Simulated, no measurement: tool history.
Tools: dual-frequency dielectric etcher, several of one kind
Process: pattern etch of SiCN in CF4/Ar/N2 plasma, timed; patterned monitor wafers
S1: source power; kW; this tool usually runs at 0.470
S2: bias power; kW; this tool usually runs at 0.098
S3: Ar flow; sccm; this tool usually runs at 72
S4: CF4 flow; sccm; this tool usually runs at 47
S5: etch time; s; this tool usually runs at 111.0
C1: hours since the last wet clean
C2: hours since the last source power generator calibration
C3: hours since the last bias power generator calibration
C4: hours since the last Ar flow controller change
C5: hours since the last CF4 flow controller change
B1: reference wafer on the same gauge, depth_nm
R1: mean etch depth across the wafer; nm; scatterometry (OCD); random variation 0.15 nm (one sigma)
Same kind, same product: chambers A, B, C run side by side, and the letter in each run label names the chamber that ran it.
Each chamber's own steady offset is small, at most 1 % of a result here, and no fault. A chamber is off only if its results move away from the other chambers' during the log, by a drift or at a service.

| run | hour | S1 | S2 | S3 | S4 | S5 | C1 | C2 | C3 | C4 | C5 | B1 | R1 |
|---|---|---|---|---|---|---|---|---|---|---|---|---|---|
| 1A | 12.5 | 0.470 | 0.098 | 72 | 47 | 111.0 | 132.3 | 2108.8 | 876.4 | 307.9 | 5264.1 | 111.92 | 108.830 |
| 2B | 23.4 | 0.470 | 0.098 | 72 | 47 | 111.0 | 404.8 | 165.6 | 846.8 | 3601.9 | 1537.3 | 111.94 | 109.420 |
| 3C | 32.8 | 0.470 | 0.098 | 72 | 47 | 111.0 | 136.2 | 1337.2 | 3343.3 | 1303.3 | 108.5 | 111.94 | 109.200 |
| 4A | 42.3 | 0.470 | 0.098 | 72 | 47 | 111.0 | 162.1 | 2138.6 | 906.2 | 337.7 | 5293.9 | 111.95 | 109.060 |
| 5C | 53.1 | 0.520 | 0.098 | 72 | 47 | 111.0 | 156.5 | 1357.5 | 3363.6 | 1323.6 | 128.8 | 111.85 | 119.390 |
| 6B | 65.9 | 0.520 | 0.098 | 72 | 47 | 111.0 | 447.3 | 208.1 | 889.3 | 3644.4 | 1579.8 | 111.89 | 119.450 |
|  | 72.2 | chamber B: Ar flow controller replaced |
| 7C | 72.7 | 0.520 | 0.098 | 72 | 47 | 111.0 | 176.1 | 1377.1 | 3383.2 | 1343.2 | 148.4 | 111.89 | 119.060 |
|  | 74.7 | chamber B: wet clean of the chamber |
| 8B | 82.0 | 0.470 | 0.098 | 72 | 47 | 111.0 | 7.3 | 224.2 | 905.4 | 9.9 | 1595.9 | 111.84 | 109.260 |
| 9A | 94.3 | 0.470 | 0.098 | 72 | 47 | 111.0 | 214.1 | 2190.6 | 958.2 | 389.7 | 5345.9 | 111.86 | 109.160 |
| 10C | 104.6 | 0.470 | 0.098 | 72 | 47 | 111.0 | 208.0 | 1409.0 | 3415.1 | 1375.1 | 180.3 | 111.81 | 109.050 |
| 11A | 117.5 | 0.470 | 0.098 | 72 | 47 | 111.0 | 237.3 | 2213.8 | 981.4 | 412.9 | 5369.1 | 111.80 | 108.910 |
| 12B | 128.2 | 0.470 | 0.098 | 72 | 47 | 111.0 | 53.5 | 270.4 | 951.6 | 56.1 | 1642.1 | 111.81 | 109.130 |
| 13B | 141.3 | 0.470 | 0.098 | 72 | 47 | 111.0 | 66.6 | 283.5 | 964.7 | 69.2 | 1655.2 | 111.77 | 109.080 |
| 14A | 148.9 | 0.370 | 0.098 | 72 | 47 | 95.5 | 268.7 | 2245.2 | 1012.8 | 444.3 | 5400.5 | 111.79 | 76.287 |
| 15C | 158.2 | 0.370 | 0.098 | 72 | 47 | 95.5 | 261.6 | 1462.6 | 3468.7 | 1428.7 | 233.9 | 111.74 | 76.124 |
| 16C | 166.8 | 0.370 | 0.098 | 72 | 47 | 95.5 | 270.2 | 1471.2 | 3477.3 | 1437.3 | 242.5 | 111.71 | 75.857 |
| 17B | 176.9 | 0.470 | 0.098 | 72 | 47 | 111.0 | 102.2 | 319.1 | 1000.3 | 104.8 | 1690.8 | 111.73 | 109.550 |
| 18A | 184.5 | 0.470 | 0.098 | 80 | 47 | 111.0 | 304.3 | 2280.8 | 1048.4 | 479.9 | 5436.1 | 111.73 | 107.170 |
| 19A | 193.7 | 0.470 | 0.098 | 80 | 47 | 111.0 | 313.5 | 2290.0 | 1057.6 | 489.1 | 5445.3 | 111.69 | 107.050 |
| 20B | 204.0 | 0.470 | 0.098 | 80 | 47 | 111.0 | 129.3 | 346.2 | 1027.4 | 131.9 | 1717.9 | 111.69 | 107.470 |
| 21C | 212.0 | 0.470 | 0.098 | 72 | 47 | 111.0 | 315.4 | 1516.4 | 3522.5 | 1482.5 | 287.7 | 111.64 | 108.540 |
| 22C | 218.8 | 0.470 | 0.098 | 72 | 47 | 111.0 | 322.2 | 1523.2 | 3529.3 | 1489.3 | 294.5 | 111.64 | 109.050 |
| 23B | 232.2 | 0.470 | 0.098 | 72 | 47 | 111.0 | 157.5 | 374.4 | 1055.6 | 160.1 | 1746.1 | 111.59 | 108.940 |
| 24A | 245.7 | 0.470 | 0.098 | 72 | 47 | 111.0 | 365.5 | 2342.0 | 1109.6 | 541.1 | 5497.3 | 111.55 | 108.450 |
| 25C | 258.5 | 0.470 | 0.098 | 72 | 47 | 111.0 | 361.9 | 1562.9 | 3569.0 | 1529.0 | 334.2 | 111.59 | 109.000 |
| 26A | 267.8 | 0.470 | 0.098 | 72 | 47 | 111.0 | 387.6 | 2364.1 | 1131.7 | 563.2 | 5519.4 | 111.53 | 108.320 |
| 27B | 275.8 | 0.470 | 0.098 | 72 | 47 | 111.0 | 201.1 | 418.0 | 1099.2 | 203.7 | 1789.7 | 111.58 | 108.950 |
|  | 288.0 | chamber A: wet clean of the chamber |
| 28C | 289.1 | 0.470 | 0.098 | 72 | 47 | 111.0 | 392.5 | 1593.5 | 3599.6 | 1559.6 | 364.8 | 111.51 | 108.800 |
| 29B | 297.7 | 0.470 | 0.098 | 72 | 47 | 111.0 | 223.0 | 439.9 | 1121.1 | 225.6 | 1811.6 | 111.50 | 108.960 |
| 30A | 305.5 | 0.470 | 0.098 | 72 | 47 | 111.0 | 17.5 | 2401.8 | 1169.4 | 600.9 | 5557.1 | 111.51 | 108.600 |
| 31B | 313.8 | 0.470 | 0.098 | 72 | 47 | 111.0 | 239.1 | 456.0 | 1137.2 | 241.7 | 1827.7 | 111.44 | 108.870 |
| 32A | 320.5 | 0.470 | 0.098 | 72 | 47 | 111.0 | 32.5 | 2416.8 | 1184.4 | 615.9 | 5572.1 | 111.47 | 108.840 |
| 33C | 327.4 | 0.470 | 0.086 | 72 | 47 | 111.0 | 430.8 | 1631.8 | 3637.9 | 1597.9 | 403.1 | 111.45 | 103.730 |
| 34A | 340.7 | 0.470 | 0.086 | 72 | 47 | 111.0 | 52.7 | 2437.0 | 1204.6 | 636.1 | 5592.3 | 111.44 | 103.510 |
| 35C | 350.0 | 0.470 | 0.086 | 72 | 47 | 111.0 | 453.4 | 1654.4 | 3660.5 | 1620.5 | 425.7 | 111.42 | 103.410 |
| 36B | 358.1 | 0.470 | 0.098 | 72 | 47 | 111.0 | 283.4 | 500.3 | 1181.5 | 286.0 | 1872.0 | 111.36 | 108.980 |

One chamber off, gauge drift, or nothing amiss beyond the chambers' own small offsets? If it is a chamber, which one, and what is the likeliest cause?

No chamber is off; the gauge reading every chamber's wafers drifts, which makes the whole fleet appear to move together.
Most likely cause: gauge reads low (%) = 0.551.
